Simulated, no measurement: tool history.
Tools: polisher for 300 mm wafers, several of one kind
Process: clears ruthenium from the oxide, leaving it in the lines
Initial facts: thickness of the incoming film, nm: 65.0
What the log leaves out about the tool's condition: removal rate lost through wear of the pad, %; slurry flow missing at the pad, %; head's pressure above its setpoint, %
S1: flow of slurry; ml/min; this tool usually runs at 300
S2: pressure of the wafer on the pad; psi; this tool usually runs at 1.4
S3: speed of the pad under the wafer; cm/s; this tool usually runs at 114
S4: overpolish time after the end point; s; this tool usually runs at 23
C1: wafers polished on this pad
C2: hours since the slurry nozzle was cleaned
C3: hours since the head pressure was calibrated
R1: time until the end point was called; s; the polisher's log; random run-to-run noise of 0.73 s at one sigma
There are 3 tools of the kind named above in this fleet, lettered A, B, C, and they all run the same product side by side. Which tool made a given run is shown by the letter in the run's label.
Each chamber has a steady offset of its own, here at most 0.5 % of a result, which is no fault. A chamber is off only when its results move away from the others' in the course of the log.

| run | hour | S1 | S2 | S3 | S4 | C1 | C2 | C3 | R1 |
|---|---|---|---|---|---|---|---|---|---|
| 1C | 5.7 | 300 | 1.4 | 114 | 23 | 530 | 223.6 | 553.3 | 64.668 |
| 2A | 9.3 | 300 | 1.4 | 114 | 23 | 848 | 227.8 | 559.8 | 62.677 |
|  | 12.7 | chamber C: worn pad replaced by a new one |
| 3B | 12.9 | 300 | 1.4 | 114 | 23 | 1019 | 140.9 | 278.5 | 63.709 |
| 4B | 18.6 | 300 | 1.4 | 114 | 23 | 1089 | 146.6 | 284.2 | 63.186 |
| 5A | 24.1 | 300 | 1.4 | 114 | 23 | 1029 | 242.6 | 574.6 | 63.303 |
| 6C | 31.9 | 300 | 1.4 | 114 | 23 | 236 | 249.8 | 579.5 | 64.561 |
| 7A | 36.6 | 300 | 1.4 | 114 | 23 | 1183 | 255.1 | 587.1 | 63.033 |
|  | 40.7 | chamber A: worn pad replaced by a new one |
| 8C | 41.4 | 300 | 1.4 | 114 | 23 | 352 | 259.3 | 589 | 64.117 |
|  | 41.8 | chamber B: worn pad replaced by a new one |
| 9B | 45.6 | 300 | 1.4 | 114 | 23 | 46 | 173.6 | 311.2 | 63.354 |
| 10B | 51 | 300 | 1.4 | 114 | 23 | 112 | 179 | 316.6 | 64.396 |
|  | 55.3 | chamber C: worn pad replaced by a new one |
| 11A | 55.4 | 300 | 1.4 | 114 | 23 | 180 | 273.9 | 605.9 | 62.581 |
| 12C | 61 | 300 | 1.4 | 114 | 23 | 70 | 278.9 | 608.6 | 63.793 |
| 13B | 65.1 | 300 | 0.9 | 114 | 34 | 286 | 193.1 | 330.7 | 96.852 |
| 14C | 71.4 | 300 | 0.9 | 114 | 34 | 197 | 289.3 | 619 | 99.944 |
| 15A | 77.6 | 300 | 0.9 | 114 | 34 | 453 | 296.1 | 628.1 | 97.14 |
| 16A | 85.1 | 300 | 1.4 | 114 | 23 | 545 | 303.6 | 635.6 | 62.727 |
| 17C | 91.8 | 300 | 1.4 | 114 | 23 | 448 | 309.7 | 639.4 | 63.822 |
| 18B | 97.5 | 300 | 1.4 | 114 | 23 | 683 | 225.5 | 363.1 | 63.03 |
| 19B | 101.3 | 300 | 1.4 | 114 | 23 | 730 | 229.3 | 366.9 | 64.87 |
|  | 104.2 | chamber C: worn pad replaced by a new one |
| 20A | 107.2 | 200 | 1.4 | 86 | 23 | 816 | 325.7 | 657.7 | 84.427 |
|  | 108.2 | chamber B: head pressure recalibrated |
|  | 112.8 | chamber C: head pressure recalibrated |
| 21C | 115.2 | 200 | 1.4 | 86 | 23 | 136 | 333.1 | 2.5 | 88.585 |
| 22C | 121.2 | 200 | 1.4 | 86 | 23 | 209 | 339.1 | 8.5 | 85.419 |
| 23A | 129.2 | 300 | 1.4 | 114 | 23 | 1086 | 347.7 | 679.7 | 60.142 |
| 24B | 135.6 | 300 | 1.4 | 114 | 23 | 1151 | 263.6 | 27.4 | 63.621 |
|  | 135.8 | chamber A: worn pad replaced by a new one |
| 25B | 139.3 | 300 | 1.4 | 114 | 23 | 1197 | 267.3 | 31.1 | 62.976 |
|  | 142 | chamber B: worn pad replaced by a new one |
| 26C | 143 | 225 | 1.4 | 114 | 11 | 477 | 360.9 | 30.3 | 64.772 |
| 27A | 150.8 | 225 | 1.4 | 114 | 11 | 185 | 369.3 | 701.3 | 58.907 |
| 28A | 157.6 | 225 | 1.4 | 114 | 11 | 268 | 376.1 | 708.1 | 61.03 |
|  | 160.1 | chamber C: worn pad replaced by a new one |
| 29B | 162.9 | 300 | 1.4 | 114 | 23 | 257 | 290.9 | 54.7 | 62.949 |
| 30C | 170 | 300 | 1.4 | 114 | 23 | 122 | 387.9 | 57.3 | 63.256 |

Predict what each chamber gives when all 3 of them run the settings below next.
| 31A | 175.8 | 300 | 1.4 | 114 | 23 |  |  |  | ? |
| 31B | 175.8 | 300 | 1.4 | 114 | 23 |  |  |  | ? |
| 31C | 175.8 | 300 | 1.4 | 114 | 23 |  |  |  | ? |

| run | R1 |
|---|---|
| 31A | 58.706 |
| 31B | 63.7 |
| 31C | 64.011 |

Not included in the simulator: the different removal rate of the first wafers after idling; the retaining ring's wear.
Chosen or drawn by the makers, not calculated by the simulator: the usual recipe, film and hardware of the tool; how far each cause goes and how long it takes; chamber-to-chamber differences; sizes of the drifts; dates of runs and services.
